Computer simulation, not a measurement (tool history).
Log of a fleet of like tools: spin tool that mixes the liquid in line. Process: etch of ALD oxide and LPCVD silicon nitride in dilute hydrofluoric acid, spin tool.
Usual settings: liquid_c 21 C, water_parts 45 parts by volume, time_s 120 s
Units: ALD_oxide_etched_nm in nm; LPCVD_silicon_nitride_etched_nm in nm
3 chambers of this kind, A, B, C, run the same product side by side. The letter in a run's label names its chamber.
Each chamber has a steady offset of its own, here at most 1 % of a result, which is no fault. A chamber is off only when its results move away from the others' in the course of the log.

run	hour	liquid_c	water_parts	time_s	hours since the thermometer was replaced	hours since the hydrofluoric acid flow meter was replaced	read-back film thickness of the ALD oxide reference wafer, read on the same gauge (nm)	read-back film thickness of the LPCVD silicon nitride reference wafer, read on the same gauge (nm)	ALD_oxide_etched_nm	LPCVD_silicon_nitride_etched_nm
1A	12	21	45	120	558.5	489.3	99.991	139.94	39.463	1.0651
2B	27.1	21	45	120	1450.9	438	99.998	140.01	39.528	1.0828
3C	33.9	21	45	120	707	451.7	99.959	139.96	40.084	1.0333
4B	47.8	21	45	120	1471.6	458.7	99.995	139.96	39.405	1.046
5A	58.1	21	45	120	604.6	535.4	99.99	140.01	39.835	1.084
6C	66.2	21	45	120	739.3	484	100	139.96	39.825	1.1053
7C	73.2	21	45	120	746.3	491	100.04	139.95	39.862	1.0131
8A	88.5	21	45	120	635	565.8	99.953	140.03	39.055	0.99886
9B	100.5	21	45	120	1524.3	511.4	100.01	140.04	39.513	1.0806
10B	110.4	21	45	120	1534.2	521.3	99.987	139.99	39.032	1.1359
11C	123.5	21	45	120	796.6	541.3	100.06	139.98	40.351	1.093
12A	133.9	21	45	120	680.4	611.2	100.07	140.02	39.542	1.0454
13A	143.7	21	45	120	690.2	621	100.02	140.03	39.592	1.0407
14B	153.3	24.5	45	160	1577.1	564.2	100.02	139.97	61.183	1.7473
15C	162.7	24.5	45	160	835.8	580.5	99.991	140	61.682	1.9425
16A	174.2	24.5	45	160	720.7	651.5	99.984	139.98	61.028	1.8235
17B	185.4	21	35	120	1609.2	596.3	100.02	140.01	50.944	1.2935
18C	197	21	35	120	870.1	614.8	100.01	140.01	52.546	1.4529
19A	204.6	21	35	120	751.1	681.9	100.01	140.01	51.676	1.3065
20C	213.7	21	45	120	886.8	631.5	99.966	139.97	39.52	1.1048
# hour 216.3: chamber C: hydrofluoric acid flow meter replaced
21B	228.3	24.5	45	120	1652.1	639.2	100.02	140	45.495	1.4116
22A	241.1	24.5	45	120	787.6	718.4	99.986	140.01	46.062	1.3813
23C	248.9	24.5	45	120	922	32.6	99.985	139.99	46.417	1.3245
24B	262.3	21	45	120	1686.1	673.2	100	140.02	40.094	1.0618
25A	276.9	21	45	120	823.4	754.2	99.958	140.02	39.819	1.048

What goes on in this fleet: one chamber off, a drifting gauge, or nothing beyond the chambers' own small offsets? Name the chamber and the cause, if any.

No chamber stands off beyond its own small offset, and the gauge holds steady.
